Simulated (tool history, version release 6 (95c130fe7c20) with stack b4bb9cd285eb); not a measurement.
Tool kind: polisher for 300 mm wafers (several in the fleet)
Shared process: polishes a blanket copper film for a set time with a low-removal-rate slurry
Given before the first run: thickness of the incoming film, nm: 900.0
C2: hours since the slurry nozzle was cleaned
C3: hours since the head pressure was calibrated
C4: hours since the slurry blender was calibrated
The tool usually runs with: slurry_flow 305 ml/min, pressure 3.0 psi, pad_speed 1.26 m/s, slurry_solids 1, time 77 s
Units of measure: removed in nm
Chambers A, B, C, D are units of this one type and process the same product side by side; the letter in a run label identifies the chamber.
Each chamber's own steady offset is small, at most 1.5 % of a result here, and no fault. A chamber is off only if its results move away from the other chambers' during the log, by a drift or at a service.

-- hour=7.3 chamber D: worn pad replaced by a new one
run 1D hour=9.2 | slurry_flow=305 pressure=3.0 pad_speed=1.26 slurry_solids=1 time=77 | wafers_polished_on_this_pad=23 C2=150.9 C3=935.9 C4=56.6 | removed=263.15
-- hour=17.5 chamber B: slurry blender recalibrated
run 2B hour=19.3 | slurry_flow=305 pressure=3.0 pad_speed=1.26 slurry_solids=1 time=77 | wafers_polished_on_this_pad=237 C2=478.3 C3=352.0 C4=1.8 | removed=267.88
-- hour=22.5 chamber A: head pressure recalibrated
-- hour=23.4 chamber C: worn pad replaced by a new one
-- hour=29.4 chamber A: worn pad replaced by a new one
run 3A hour=30.4 | slurry_flow=305 pressure=3.0 pad_speed=1.26 slurry_solids=1 time=77 | wafers_polished_on_this_pad=13 C2=633.9 C3=8.0 C4=51.2 | removed=261.65
-- hour=31.2 chamber C: slurry blender recalibrated
-- hour=36.8 chamber A: slurry nozzle cleaned
run 4C hour=43.8 | slurry_flow=305 pressure=3.0 pad_speed=1.26 slurry_solids=1 time=77 | wafers_polished_on_this_pad=249 C2=112.4 C3=780.2 C4=12.7 | removed=260.66
run 5A hour=54.5 | slurry_flow=305 pressure=3.0 pad_speed=1.26 slurry_solids=1 time=77 | wafers_polished_on_this_pad=307 C2=17.8 C3=32.1 C4=75.3 | removed=259.60
run 6B hour=60.8 | slurry_flow=305 pressure=3.0 pad_speed=1.26 slurry_solids=1 time=77 | wafers_polished_on_this_pad=743 C2=519.8 C3=393.5 C4=43.3 | removed=269.02
-- hour=64.0 chamber D: worn pad replaced by a new one
-- hour=70.5 chamber B: worn pad replaced by a new one
run 7C hour=74.3 | slurry_flow=305 pressure=3.0 pad_speed=1.26 slurry_solids=1 time=77 | wafers_polished_on_this_pad=621 C2=142.9 C3=810.7 C4=43.2 | removed=265.37
-- hour=75.7 chamber A: worn pad replaced by a new one
run 8D hour=81.6 | slurry_flow=305 pressure=3.0 pad_speed=1.26 slurry_solids=1 time=77 | wafers_polished_on_this_pad=215 C2=223.3 C3=1008.3 C4=129.0 | removed=267.02
run 9D hour=90.4 | slurry_flow=305 pressure=3.0 pad_speed=1.26 slurry_solids=1 time=77 | wafers_polished_on_this_pad=322 C2=232.1 C3=1017.1 C4=137.8 | removed=267.90
run 10A hour=98.4 | slurry_flow=305 pressure=2.0 pad_speed=1.26 slurry_solids=1 time=77 | wafers_polished_on_this_pad=277 C2=61.7 C3=76.0 C4=119.2 | removed=178.85
-- hour=98.9 chamber D: head pressure recalibrated
-- hour=99.5 chamber A: slurry blender recalibrated
run 11B hour=112.0 | slurry_flow=305 pressure=2.0 pad_speed=1.26 slurry_solids=1 time=77 | wafers_polished_on_this_pad=506 C2=571.0 C3=444.7 C4=94.5 | removed=177.73
-- hour=114.3 chamber D: worn pad replaced by a new one
run 12C hour=118.8 | slurry_flow=305 pressure=2.0 pad_speed=1.26 slurry_solids=1 time=77 | wafers_polished_on_this_pad=1164 C2=187.4 C3=855.2 C4=87.7 | removed=173.04
-- hour=122.2 chamber B: slurry blender recalibrated
-- hour=123.8 chamber A: worn pad replaced by a new one
run 13B hour=131.6 | slurry_flow=305 pressure=2.0 pad_speed=1.26 slurry_solids=1 time=77 | wafers_polished_on_this_pad=746 C2=590.6 C3=464.3 C4=9.5 | removed=175.56
-- hour=138.5 chamber B: worn pad replaced by a new one
run 14C hour=145.3 | slurry_flow=305 pressure=3.0 pad_speed=1.26 slurry_solids=1 time=77 | wafers_polished_on_this_pad=1487 C2=213.9 C3=881.7 C4=114.2 | removed=264.77
-- hour=152.1 chamber C: worn pad replaced by a new one
run 15D hour=154.7 | slurry_flow=345 pressure=3.0 pad_speed=1.26 slurry_solids=1 time=59 | wafers_polished_on_this_pad=493 C2=296.4 C3=55.8 C4=202.1 | removed=207.18
-- hour=160.1 chamber D: worn pad replaced by a new one
run 16A hour=162.9 | slurry_flow=345 pressure=3.0 pad_speed=1.26 slurry_solids=1 time=59 | wafers_polished_on_this_pad=477 C2=126.2 C3=140.5 C4=63.5 | removed=207.05
-- hour=163.8 chamber B: slurry nozzle cleaned
run 17D hour=169.5 | slurry_flow=345 pressure=3.0 pad_speed=1.26 slurry_solids=1 time=59 | wafers_polished_on_this_pad=114 C2=311.2 C3=70.6 C4=216.9 | removed=207.21
-- hour=177.9 chamber A: worn pad replaced by a new one
run 18C hour=181.6 | slurry_flow=345 pressure=3.0 pad_speed=1.26 slurry_solids=1 time=59 | wafers_polished_on_this_pad=360 C2=250.2 C3=918.0 C4=150.5 | removed=204.20
-- hour=188.1 chamber C: head pressure recalibrated
run 19A hour=188.2 | slurry_flow=305 pressure=3.0 pad_speed=1.26 slurry_solids=1 time=77 | wafers_polished_on_this_pad=126 C2=151.5 C3=165.8 C4=88.8 | removed=267.50
-- hour=195.4 chamber C: slurry blender recalibrated
run 20B hour=199.2 | slurry_flow=305 pressure=3.0 pad_speed=1.26 slurry_solids=1 time=77 | wafers_polished_on_this_pad=741 C2=35.5 C3=531.9 C4=77.1 | removed=268.22
-- hour=205.7 chamber D: worn pad replaced by a new one
run 21B hour=212.9 | slurry_flow=305 pressure=3.0 pad_speed=1.26 slurry_solids=1 time=77 | wafers_polished_on_this_pad=908 C2=49.2 C3=545.6 C4=90.8 | removed=271.90
-- hour=213.2 chamber A: slurry blender recalibrated
-- hour=214.9 chamber B: worn pad replaced by a new one
-- hour=222.7 chamber A: worn pad replaced by a new one
run 22D hour=223.6 | slurry_flow=375 pressure=3.0 pad_speed=1.26 slurry_solids=1 time=77 | wafers_polished_on_this_pad=219 C2=365.3 C3=124.7 C4=271.0 | removed=274.42
run 23A hour=231.0 | slurry_flow=375 pressure=3.0 pad_speed=1.26 slurry_solids=1 time=77 | wafers_polished_on_this_pad=101 C2=194.3 C3=208.6 C4=17.8 | removed=269.62
run 24C hour=240.9 | slurry_flow=375 pressure=3.0 pad_speed=1.26 slurry_solids=1 time=77 | wafers_polished_on_this_pad=1084 C2=309.5 C3=52.9 C4=45.6 | removed=268.29
-- hour=247.0 chamber B: slurry blender recalibrated
run 25B hour=252.3 | slurry_flow=375 pressure=3.0 pad_speed=1.26 slurry_solids=1 time=77 | wafers_polished_on_this_pad=457 C2=88.6 C3=585.0 C4=5.4 | removed=268.35

All 4 chambers run these settings next. Forecast each chamber's results:
run 26A hour=262.5 | slurry_flow=305 pressure=2.6 pad_speed=1.26 slurry_solids=1 time=77 | removed=?
run 26B hour=262.5 | slurry_flow=305 pressure=2.6 pad_speed=1.26 slurry_solids=1 time=77 | removed=?
run 26C hour=262.5 | slurry_flow=305 pressure=2.6 pad_speed=1.26 slurry_solids=1 time=77 | removed=?
run 26D hour=262.5 | slurry_flow=305 pressure=2.6 pad_speed=1.26 slurry_solids=1 time=77 | removed=?

run=26A removed=226.06
run=26B removed=230.02
run=26C removed=225.93
run=26D removed=228.44

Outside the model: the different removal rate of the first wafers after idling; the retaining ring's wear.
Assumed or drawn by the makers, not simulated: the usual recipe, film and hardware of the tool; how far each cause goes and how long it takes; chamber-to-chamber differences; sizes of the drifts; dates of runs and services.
